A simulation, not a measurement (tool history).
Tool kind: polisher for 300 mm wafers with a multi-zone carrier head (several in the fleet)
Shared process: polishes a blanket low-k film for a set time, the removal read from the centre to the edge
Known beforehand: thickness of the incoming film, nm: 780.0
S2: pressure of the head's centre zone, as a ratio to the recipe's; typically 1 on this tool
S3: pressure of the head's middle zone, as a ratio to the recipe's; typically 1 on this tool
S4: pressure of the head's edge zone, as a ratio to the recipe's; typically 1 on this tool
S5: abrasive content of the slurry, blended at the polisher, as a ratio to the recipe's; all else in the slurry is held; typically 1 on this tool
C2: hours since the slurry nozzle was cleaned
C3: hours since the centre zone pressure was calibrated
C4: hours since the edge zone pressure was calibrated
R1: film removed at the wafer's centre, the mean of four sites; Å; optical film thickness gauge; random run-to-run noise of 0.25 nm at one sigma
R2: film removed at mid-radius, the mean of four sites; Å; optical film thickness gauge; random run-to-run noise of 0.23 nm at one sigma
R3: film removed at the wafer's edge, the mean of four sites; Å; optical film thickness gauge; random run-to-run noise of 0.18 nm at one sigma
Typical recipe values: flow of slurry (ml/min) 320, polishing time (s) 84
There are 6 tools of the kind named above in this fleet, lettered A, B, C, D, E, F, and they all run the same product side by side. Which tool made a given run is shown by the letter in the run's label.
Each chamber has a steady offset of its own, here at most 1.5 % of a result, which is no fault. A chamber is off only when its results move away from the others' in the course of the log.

{"hour": 6.9, "done": "chamber E: worn pad replaced by a new one"}
{"hour": 7.6, "done": "chamber B: worn pad replaced by a new one"}
{"run": "1A", "hour": 11.0, "flow of slurry (ml/min)": 320, "S2": 1, "S3": 1, "S4": 1, "S5": 1, "polishing time (s)": 84, "wafers polished on this pad": 459, "C2": 48.8, "C3": 736.7, "C4": 648.4, "R1": 255.08, "R2": 256.04, "R3": 254.56}
{"hour": 14.3, "done": "chamber B: slurry nozzle cleaned"}
{"run": "2E", "hour": 17.1, "flow of slurry (ml/min)": 320, "S2": 1, "S3": 1, "S4": 1, "S5": 1, "polishing time (s)": 84, "wafers polished on this pad": 79, "C2": 138.3, "C3": 375, "C4": 450.5, "R1": 257.24, "R2": 262.15, "R3": 255.36}
{"hour": 19.0, "done": "chamber D: worn pad replaced by a new one"}
{"hour": 19.8, "done": "chamber F: worn pad replaced by a new one"}
{"hour": 21.6, "done": "chamber F: centre zone pressure recalibrated"}
{"run": "3B", "hour": 25.6, "flow of slurry (ml/min)": 320, "S2": 1, "S3": 1, "S4": 1, "S5": 1, "polishing time (s)": 84, "wafers polished on this pad": 139, "C2": 11.4, "C3": 410.1, "C4": 342.7, "R1": 252.48, "R2": 256.63, "R3": 254.77}
{"run": "4D", "hour": 31.5, "flow of slurry (ml/min)": 320, "S2": 1, "S3": 1, "S4": 1, "S5": 1, "polishing time (s)": 84, "wafers polished on this pad": 97, "C2": 73.5, "C3": 693.7, "C4": 436.2, "R1": 257.27, "R2": 255.66, "R3": 253.89}
{"hour": 36.7, "done": "chamber A: centre zone pressure recalibrated"}
{"run": "5F", "hour": 38.5, "flow of slurry (ml/min)": 320, "S2": 1, "S3": 1, "S4": 1, "S5": 1, "polishing time (s)": 84, "wafers polished on this pad": 144, "C2": 98.4, "C3": 16.9, "C4": 109.9, "R1": 258.94, "R2": 257.75, "R3": 254.94}
{"run": "6C", "hour": 49.4, "flow of slurry (ml/min)": 320, "S2": 1, "S3": 1, "S4": 1, "S5": 1, "polishing time (s)": 84, "wafers polished on this pad": 611, "C2": 852.1, "C3": 782.7, "C4": 85.9, "R1": 253.76, "R2": 252.81, "R3": 257.47}
{"hour": 51.7, "done": "chamber A: worn pad replaced by a new one"}
{"run": "7C", "hour": 57.3, "flow of slurry (ml/min)": 320, "S2": 1, "S3": 1, "S4": 1, "S5": 1, "polishing time (s)": 84, "wafers polished on this pad": 672, "C2": 860, "C3": 790.6, "C4": 93.8, "R1": 252.85, "R2": 249.25, "R3": 257}
{"run": "8A", "hour": 68.7, "flow of slurry (ml/min)": 320, "S2": 1, "S3": 1, "S4": 1.09, "S5": 1, "polishing time (s)": 84, "wafers polished on this pad": 131, "C2": 106.5, "C3": 32, "C4": 706.1, "R1": 259.17, "R2": 255.77, "R3": 270.33}
{"run": "9F", "hour": 78.6, "flow of slurry (ml/min)": 320, "S2": 1, "S3": 1, "S4": 1.09, "S5": 1, "polishing time (s)": 84, "wafers polished on this pad": 454, "C2": 138.5, "C3": 57, "C4": 150, "R1": 257.08, "R2": 259.53, "R3": 268.18}
{"run": "10D", "hour": 85.3, "flow of slurry (ml/min)": 320, "S2": 1, "S3": 1, "S4": 1.09, "S5": 1, "polishing time (s)": 84, "wafers polished on this pad": 512, "C2": 127.3, "C3": 747.5, "C4": 490, "R1": 257.53, "R2": 258.3, "R3": 267.57}
{"run": "11B", "hour": 92.1, "flow of slurry (ml/min)": 320, "S2": 1, "S3": 1, "S4": 1.09, "S5": 1, "polishing time (s)": 84, "wafers polished on this pad": 653, "C2": 77.9, "C3": 476.6, "C4": 409.2, "R1": 260.35, "R2": 259.99, "R3": 267.7}
{"hour": 92.4, "done": "chamber E: worn pad replaced by a new one"}
{"run": "12E", "hour": 99.2, "flow of slurry (ml/min)": 320, "S2": 1, "S3": 1, "S4": 1.09, "S5": 1, "polishing time (s)": 84, "wafers polished on this pad": 52, "C2": 220.4, "C3": 457.1, "C4": 532.6, "R1": 259.79, "R2": 255.51, "R3": 263.73}
{"hour": 104.2, "done": "chamber D: centre zone pressure recalibrated"}
{"run": "13A", "hour": 106.3, "flow of slurry (ml/min)": 320, "S2": 1, "S3": 1, "S4": 1.09, "S5": 1, "polishing time (s)": 84, "wafers polished on this pad": 421, "C2": 144.1, "C3": 69.6, "C4": 743.7, "R1": 258.77, "R2": 251.2, "R3": 266.13}
{"run": "14D", "hour": 115.2, "flow of slurry (ml/min)": 320, "S2": 1, "S3": 1, "S4": 1, "S5": 1, "polishing time (s)": 84, "wafers polished on this pad": 743, "C2": 157.2, "C3": 11, "C4": 519.9, "R1": 260.12, "R2": 257.1, "R3": 252.77}
{"run": "15B", "hour": 123.2, "flow of slurry (ml/min)": 320, "S2": 1, "S3": 1, "S4": 1, "S5": 1, "polishing time (s)": 84, "wafers polished on this pad": 893, "C2": 109, "C3": 507.7, "C4": 440.3, "R1": 250.62, "R2": 255.66, "R3": 254.88}
{"hour": 123.8, "done": "chamber D: worn pad replaced by a new one"}
{"hour": 127.0, "done": "chamber C: slurry nozzle cleaned"}
{"run": "16F", "hour": 128.8, "flow of slurry (ml/min)": 320, "S2": 1, "S3": 1, "S4": 1, "S5": 1, "polishing time (s)": 84, "wafers polished on this pad": 842, "C2": 188.7, "C3": 107.2, "C4": 200.2, "R1": 255.4, "R2": 255.91, "R3": 255.16}
{"hour": 130.4, "done": "chamber A: worn pad replaced by a new one"}
{"hour": 140.6, "done": "chamber F: worn pad replaced by a new one"}
{"run": "17E", "hour": 140.9, "flow of slurry (ml/min)": 320, "S2": 1, "S3": 1, "S4": 1, "S5": 1, "polishing time (s)": 84, "wafers polished on this pad": 374, "C2": 262.1, "C3": 498.8, "C4": 574.3, "R1": 257.66, "R2": 258.81, "R3": 254.97}
{"hour": 145.2, "done": "chamber C: worn pad replaced by a new one"}
{"run": "18C", "hour": 148.8, "flow of slurry (ml/min)": 320, "S2": 1, "S3": 1, "S4": 1, "S5": 1, "polishing time (s)": 84, "wafers polished on this pad": 28, "C2": 21.8, "C3": 882.1, "C4": 185.3, "R1": 259.9, "R2": 253.25, "R3": 260.03}
{"run": "19B", "hour": 157.9, "flow of slurry (ml/min)": 320, "S2": 1, "S3": 1.06, "S4": 1, "S5": 1, "polishing time (s)": 84, "wafers polished on this pad": 1161, "C2": 143.7, "C3": 542.4, "C4": 475, "R1": 254.11, "R2": 271.21, "R3": 252.57}
{"hour": 159.3, "done": "chamber A: slurry nozzle cleaned"}
{"run": "20D", "hour": 167.7, "flow of slurry (ml/min)": 320, "S2": 1, "S3": 1.06, "S4": 1, "S5": 1, "polishing time (s)": 84, "wafers polished on this pad": 339, "C2": 209.7, "C3": 63.5, "C4": 572.4, "R1": 257.24, "R2": 273.48, "R3": 251.22}
{"run": "21A", "hour": 173.8, "flow of slurry (ml/min)": 320, "S2": 1, "S3": 1.06, "S4": 1, "S5": 1, "polishing time (s)": 84, "wafers polished on this pad": 335, "C2": 14.6, "C3": 137.1, "C4": 811.2, "R1": 258.71, "R2": 268.47, "R3": 255.17}
{"hour": 176.3, "done": "chamber E: worn pad replaced by a new one"}
{"run": "22F", "hour": 186.2, "flow of slurry (ml/min)": 320, "S2": 1, "S3": 1.06, "S4": 1, "S5": 1, "polishing time (s)": 84, "wafers polished on this pad": 352, "C2": 246.1, "C3": 164.6, "C4": 257.6, "R1": 261.09, "R2": 269.69, "R3": 259}
{"hour": 190.5, "done": "chamber B: worn pad replaced by a new one"}
{"run": "23C", "hour": 196.3, "flow of slurry (ml/min)": 320, "S2": 1, "S3": 1.06, "S4": 1, "S5": 1, "polishing time (s)": 84, "wafers polished on this pad": 395, "C2": 69.3, "C3": 929.6, "C4": 232.8, "R1": 259.8, "R2": 269.76, "R3": 255.8}
{"hour": 200.8, "done": "chamber E: centre zone pressure recalibrated"}
{"run": "24E", "hour": 205.5, "flow of slurry (ml/min)": 320, "S2": 1, "S3": 1.06, "S4": 1, "S5": 1, "polishing time (s)": 84, "wafers polished on this pad": 225, "C2": 326.7, "C3": 4.7, "C4": 638.9, "R1": 276.2, "R2": 275.47, "R3": 248.98}
{"hour": 209.7, "done": "chamber A: worn pad replaced by a new one"}
{"run": "25D", "hour": 216.5, "flow of slurry (ml/min)": 320, "S2": 1, "S3": 1, "S4": 1, "S5": 1, "polishing time (s)": 84, "wafers polished on this pad": 715, "C2": 258.5, "C3": 112.3, "C4": 621.2, "R1": 260.41, "R2": 258.84, "R3": 255.42}
{"run": "26F", "hour": 228.0, "flow of slurry (ml/min)": 320, "S2": 1, "S3": 1, "S4": 1, "S5": 1, "polishing time (s)": 84, "wafers polished on this pad": 675, "C2": 287.9, "C3": 206.4, "C4": 299.4, "R1": 259.29, "R2": 256.49, "R3": 257.68}
{"hour": 235.5, "done": "chamber D: worn pad replaced by a new one"}
{"hour": 238.0, "done": "chamber F: worn pad replaced by a new one"}
{"run": "27E", "hour": 238.5, "flow of slurry (ml/min)": 320, "S2": 1, "S3": 1, "S4": 1, "S5": 1, "polishing time (s)": 84, "wafers polished on this pad": 480, "C2": 359.7, "C3": 37.7, "C4": 671.9, "R1": 275.43, "R2": 257.97, "R3": 252.36}
{"run": "28C", "hour": 244.2, "flow of slurry (ml/min)": 320, "S2": 1, "S3": 1, "S4": 1, "S5": 1, "polishing time (s)": 84, "wafers polished on this pad": 765, "C2": 117.2, "C3": 977.5, "C4": 280.7, "R1": 254.13, "R2": 254.42, "R3": 259.65}
{"hour": 249.7, "done": "chamber E: worn pad replaced by a new one"}
{"run": "29A", "hour": 253.5, "flow of slurry (ml/min)": 320, "S2": 1, "S3": 1, "S4": 1, "S5": 1, "polishing time (s)": 84, "wafers polished on this pad": 338, "C2": 94.3, "C3": 216.8, "C4": 890.9, "R1": 258.22, "R2": 255.51, "R3": 255.25}
{"run": "30B", "hour": 264.4, "flow of slurry (ml/min)": 320, "S2": 1, "S3": 1.05, "S4": 1, "S5": 1, "polishing time (s)": 84, "wafers polished on this pad": 571, "C2": 250.2, "C3": 648.9, "C4": 581.5, "R1": 254.91, "R2": 265.7, "R3": 252.98}
{"run": "31A", "hour": 270.6, "flow of slurry (ml/min)": 320, "S2": 1, "S3": 1.05, "S4": 1, "S5": 1, "polishing time (s)": 84, "wafers polished on this pad": 470, "C2": 111.4, "C3": 233.9, "C4": 908, "R1": 254.76, "R2": 270.8, "R3": 254.83}
{"run": "32C", "hour": 276.3, "flow of slurry (ml/min)": 320, "S2": 1, "S3": 1.05, "S4": 1, "S5": 1, "polishing time (s)": 84, "wafers polished on this pad": 1012, "C2": 149.3, "C3": 1009.6, "C4": 312.8, "R1": 256.61, "R2": 264.85, "R3": 258.24}
{"run": "33B", "hour": 287.5, "flow of slurry (ml/min)": 320, "S2": 1, "S3": 1.05, "S4": 1, "S5": 1, "polishing time (s)": 84, "wafers polished on this pad": 749, "C2": 273.3, "C3": 672, "C4": 604.6, "R1": 256.08, "R2": 269.67, "R3": 251.68}
{"run": "34F", "hour": 296.9, "flow of slurry (ml/min)": 320, "S2": 1, "S3": 1.05, "S4": 1, "S5": 1, "polishing time (s)": 84, "wafers polished on this pad": 455, "C2": 356.8, "C3": 275.3, "C4": 368.3, "R1": 252.34, "R2": 270.05, "R3": 256.83}
{"run": "35D", "hour": 307.9, "flow of slurry (ml/min)": 320, "S2": 1, "S3": 1.05, "S4": 1, "S5": 1, "polishing time (s)": 84, "wafers polished on this pad": 559, "C2": 349.9, "C3": 203.7, "C4": 712.6, "R1": 262.61, "R2": 269.51, "R3": 254.95}
{"run": "36E", "hour": 315.9, "flow of slurry (ml/min)": 320, "S2": 1, "S3": 1, "S4": 1, "S5": 1, "polishing time (s)": 84, "wafers polished on this pad": 511, "C2": 437.1, "C3": 115.1, "C4": 749.3, "R1": 273.48, "R2": 255.34, "R3": 252.47}
{"run": "37F", "hour": 323.8, "flow of slurry (ml/min)": 320, "S2": 0.91, "S3": 1, "S4": 1, "S5": 1, "polishing time (s)": 84, "wafers polished on this pad": 662, "C2": 383.7, "C3": 302.2, "C4": 395.2, "R1": 226.21, "R2": 252.1, "R3": 258.39}
{"run": "38E", "hour": 335.0, "flow of slurry (ml/min)": 320, "S2": 0.91, "S3": 1, "S4": 1, "S5": 1, "polishing time (s)": 84, "wafers polished on this pad": 659, "C2": 456.2, "C3": 134.2, "C4": 768.4, "R1": 250.24, "R2": 255.1, "R3": 250.15}

Has any chamber moved away from the others, gradually or after a service, or does the common gauge drift, or do the chambers differ only by their own small steady offsets? State the chamber and the most likely cause if one applies.

The work done on chamber E during a service left it standing apart from the others.
Most likely cause: centre zone's pressure above its setpoint, % = 6.84.

Chamber E could run next with any of the 4 candidate recipes listed below; each alters the usual settings, and their results appear as question marks. Which one brings its results back in line with what the other chambers deliver on the usual settings?
In line here means within this much of the mean the other chambers give on the usual settings: R1 8.9 Å; R2 8.1 Å; R3 6.3 Å
{"run": "39E-1", "hour": 344.1, "flow of slurry (ml/min)": 315, "S2": 0.94, "S3": 0.99, "S4": 1.03, "S5": 1, "polishing time (s)": 84, "R1": "?", "R2": "?", "R3": "?"}
{"run": "39E-2", "hour": 344.1, "flow of slurry (ml/min)": 310, "S2": 0.88, "S3": 0.99, "S4": 1.06, "S5": 1, "polishing time (s)": 84, "R1": "?", "R2": "?", "R3": "?"}
{"run": "39E-3", "hour": 344.1, "flow of slurry (ml/min)": 325, "S2": 1.06, "S3": 1.01, "S4": 0.97, "S5": 1, "polishing time (s)": 84, "R1": "?", "R2": "?", "R3": "?"}
{"run": "39E-4", "hour": 344.1, "flow of slurry (ml/min)": 330, "S2": 1.12, "S3": 1.01, "S4": 0.94, "S5": 1, "polishing time (s)": 84, "R1": "?", "R2": "?", "R3": "?"}

Other chambers, usual settings, mean: R1 256.46 Å; R2 255.95 Å; R3 256.18 Å
run=39E-1 R1=256.16 R2=253.4 R3=254.81
run=39E-2 R1=237.63 R2=253.1 R3=258.44
run=39E-3 R1=293.41 R2=258.74 R3=247.42
run=39E-4 R1=312.07 R2=259.01 R3=243.73
The right change is 39E-1: it brings the chamber back within the allowed miss of the others.

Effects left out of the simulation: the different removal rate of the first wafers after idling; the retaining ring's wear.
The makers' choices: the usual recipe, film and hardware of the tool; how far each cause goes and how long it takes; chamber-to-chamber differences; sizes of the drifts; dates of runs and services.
